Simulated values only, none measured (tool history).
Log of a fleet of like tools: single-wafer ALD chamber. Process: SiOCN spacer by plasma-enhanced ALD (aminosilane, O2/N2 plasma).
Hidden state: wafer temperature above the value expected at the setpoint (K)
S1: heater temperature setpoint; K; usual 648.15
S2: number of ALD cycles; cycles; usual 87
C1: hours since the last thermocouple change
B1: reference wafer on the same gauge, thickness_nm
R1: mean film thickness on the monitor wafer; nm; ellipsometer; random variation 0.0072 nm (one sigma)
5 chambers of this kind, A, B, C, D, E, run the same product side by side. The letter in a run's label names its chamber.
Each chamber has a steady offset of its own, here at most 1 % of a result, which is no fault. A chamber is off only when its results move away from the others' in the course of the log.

run 1A hour=9.2 | S1=648.15 S2=87 | C1=433.9 | B1=6.0294 | R1=5.288
run 2C hour=22.9 | S1=648.15 S2=87 | C1=1064.7 | B1=6.0276 | R1=5.2477
run 3B hour=34.7 | S1=648.15 S2=87 | C1=1526.3 | B1=6.03 | R1=5.2348
run 4D hour=42.3 | S1=648.15 S2=87 | C1=1387.3 | B1=6.0261 | R1=5.2863
run 5E hour=53.9 | S1=648.15 S2=87 | C1=2090.4 | B1=6.0257 | R1=5.2879
run 6B hour=66.2 | S1=648.15 S2=87 | C1=1557.8 | B1=6.0255 | R1=5.2446
run 7D hour=76.9 | S1=648.15 S2=87 | C1=1421.9 | B1=6.0223 | R1=5.2852
run 8E hour=87.8 | S1=648.15 S2=87 | C1=2124.3 | B1=6.0248 | R1=5.2852
run 9A hour=101.1 | S1=648.15 S2=87 | C1=525.8 | B1=6.0217 | R1=5.2744
run 10C hour=115.8 | S1=648.15 S2=87 | C1=1157.6 | B1=6.0206 | R1=5.2394
run 11B hour=130.2 | S1=648.15 S2=87 | C1=1621.8 | B1=6.0202 | R1=5.2045
run 12D hour=140.8 | S1=659.15 S2=87 | C1=1485.8 | B1=6.0211 | R1=5.2839
run 13C hour=149.4 | S1=659.15 S2=87 | C1=1191.2 | B1=6.0158 | R1=5.2283
run 14A hour=160.5 | S1=659.15 S2=87 | C1=585.2 | B1=6.0209 | R1=5.2738
-- hour=161.4 chamber C: thermocouple changed; heater temperature recalibrated
run 15E hour=175.1 | S1=659.15 S2=87 | C1=2211.6 | B1=6.017 | R1=5.279
run 16D hour=182.5 | S1=659.15 S2=87 | C1=1527.5 | B1=6.0158 | R1=5.2785
run 17C hour=199.1 | S1=648.15 S2=87 | C1=37.8 | B1=6.0165 | R1=5.2327
run 18B hour=213.5 | S1=648.15 S2=87 | C1=1705.1 | B1=6.0138 | R1=5.2276
run 19E hour=226.2 | S1=648.15 S2=87 | C1=2262.7 | B1=6.0159 | R1=5.2773
run 20A hour=239.3 | S1=648.15 S2=87 | C1=664 | B1=6.01 | R1=5.2695
run 21B hour=251.8 | S1=648.15 S2=87 | C1=1743.4 | B1=6.0123 | R1=5.2182
run 22A hour=260.5 | S1=648.15 S2=87 | C1=685.2 | B1=6.0107 | R1=5.2767
run 23C hour=267.8 | S1=648.15 S2=87 | C1=106.5 | B1=6.0117 | R1=5.2191
run 24D hour=278.2 | S1=648.15 S2=87 | C1=1623.2 | B1=6.0087 | R1=5.2605
run 25E hour=285.7 | S1=648.15 S2=87 | C1=2322.2 | B1=6.0115 | R1=5.2726
run 26D hour=294.3 | S1=634.15 S2=73 | C1=1639.3 | B1=6.0102 | R1=4.4214
run 27C hour=303.4 | S1=634.15 S2=73 | C1=142.1 | B1=6.0071 | R1=4.3866
run 28E hour=314.4 | S1=634.15 S2=73 | C1=2350.9 | B1=6.0072 | R1=4.4109
run 29A hour=329.2 | S1=634.15 S2=73 | C1=753.9 | B1=6.0074 | R1=4.4142
run 30B hour=341.7 | S1=634.15 S2=73 | C1=1833.3 | B1=6.0047 | R1=4.3735
run 31A hour=355 | S1=642.15 S2=87 | C1=779.7 | B1=6.0054 | R1=5.2614
run 32C hour=364.9 | S1=642.15 S2=87 | C1=203.6 | B1=6.0036 | R1=5.2057
run 33B hour=378.9 | S1=642.15 S2=87 | C1=1870.5 | B1=6.0016 | R1=5.2028
run 34D hour=386.2 | S1=642.15 S2=87 | C1=1731.2 | B1=6.0023 | R1=5.2674
run 35E hour=395.4 | S1=642.15 S2=87 | C1=2431.9 | B1=6.0001 | R1=5.2776
run 36B hour=410 | S1=648.15 S2=87 | C1=1901.6 | B1=6.0001 | R1=5.2052
run 37A hour=422.8 | S1=648.15 S2=87 | C1=847.5 | B1=5.9993 | R1=5.252
run 38C hour=439.1 | S1=648.15 S2=87 | C1=277.8 | B1=5.9961 | R1=5.2239
run 39E hour=448.1 | S1=656.15 S2=87 | C1=2484.6 | B1=5.9956 | R1=5.2574

What goes on in this fleet: one chamber off, a drifting gauge, or nothing beyond the chambers' own small offsets? Name the chamber and the cause, if any.

The gauge drifts, so all chambers seem to drift together. No chamber is off.
Cause: gauge reads low (%) = 0.562.
